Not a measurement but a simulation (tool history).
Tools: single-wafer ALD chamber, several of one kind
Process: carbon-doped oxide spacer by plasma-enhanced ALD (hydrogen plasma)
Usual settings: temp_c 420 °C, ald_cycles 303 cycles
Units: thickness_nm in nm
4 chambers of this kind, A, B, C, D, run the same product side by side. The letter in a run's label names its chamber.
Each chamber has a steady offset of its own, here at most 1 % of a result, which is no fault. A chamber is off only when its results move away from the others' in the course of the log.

run	hour	temp_c	ald_cycles	read-back reference wafer on the same gauge, thickness_nm	thickness_nm
1B	5.6	420	303	12.095	14.099
2A	8.8	420	303	12.108	14.346
3D	12.7	420	303	12.102	14.368
4C	19.1	420	303	12.102	14.27
5A	24.2	420	303	12.097	14.299
6C	27.9	420	303	12.103	14.231
7B	32.7	420	303	12.104	14.072
8D	37.8	420	303	12.097	14.273
9A	42.3	420	303	12.101	14.305
10D	48.8	420	303	12.094	14.271
11C	53.3	420	303	12.098	14.225
12B	56.7	420	303	12.099	14.122
13A	64	420	303	12.102	14.361
14D	69.4	420	303	12.099	14.316
15B	76.1	420	303	12.107	14.147
16C	83.3	420	303	12.102	14.117
17C	87.6	411	303	12.096	14.501
18A	92.6	411	303	12.093	14.745
19D	99.3	411	303	12.103	14.693
20B	103.9	411	303	12.103	14.519
21D	107.9	434	278	12.098	12.538
22B	113.6	434	278	12.11	12.381
23C	119.3	434	278	12.099	12.346
24A	126.1	434	278	12.101	12.564
25D	130	420	303	12.091	14.321
26A	136.6	420	303	12.105	14.324
27B	143.9	420	303	12.1	14.166
28C	150.8	420	303	12.103	14.039
29B	154.1	420	303	12.105	14.108
30C	160.7	420	303	12.093	13.997
31D	164.5	420	303	12.103	14.311
32A	169.2	420	303	12.099	14.418
33B	175.1	420	303	12.103	14.188
34A	181.9	420	303	12.109	14.34
35D	188.9	420	303	12.111	14.359
36C	196	420	303	12.102	13.959
37D	200	420	303	12.101	14.297
# hour 201.2: chamber B: thermocouple changed; heater temperature recalibrated
38A	204.4	430	266	12.106	12.267
39B	210.2	430	266	12.098	11.992
40C	215.2	430	266	12.101	11.871
41B	220	430	266	12.092	12.012
42A	224.9	420	303	12.099	14.35
43D	228.5	420	303	12.105	14.261

Next, every chamber runs the same settings. What will each give?
44A	233.8	420	277		?
44B	233.8	420	277		?
44C	233.8	420	277		?
44D	233.8	420	277		?

run	thickness_nm
44A	13.109
44B	12.943
44C	12.717
44D	13.052

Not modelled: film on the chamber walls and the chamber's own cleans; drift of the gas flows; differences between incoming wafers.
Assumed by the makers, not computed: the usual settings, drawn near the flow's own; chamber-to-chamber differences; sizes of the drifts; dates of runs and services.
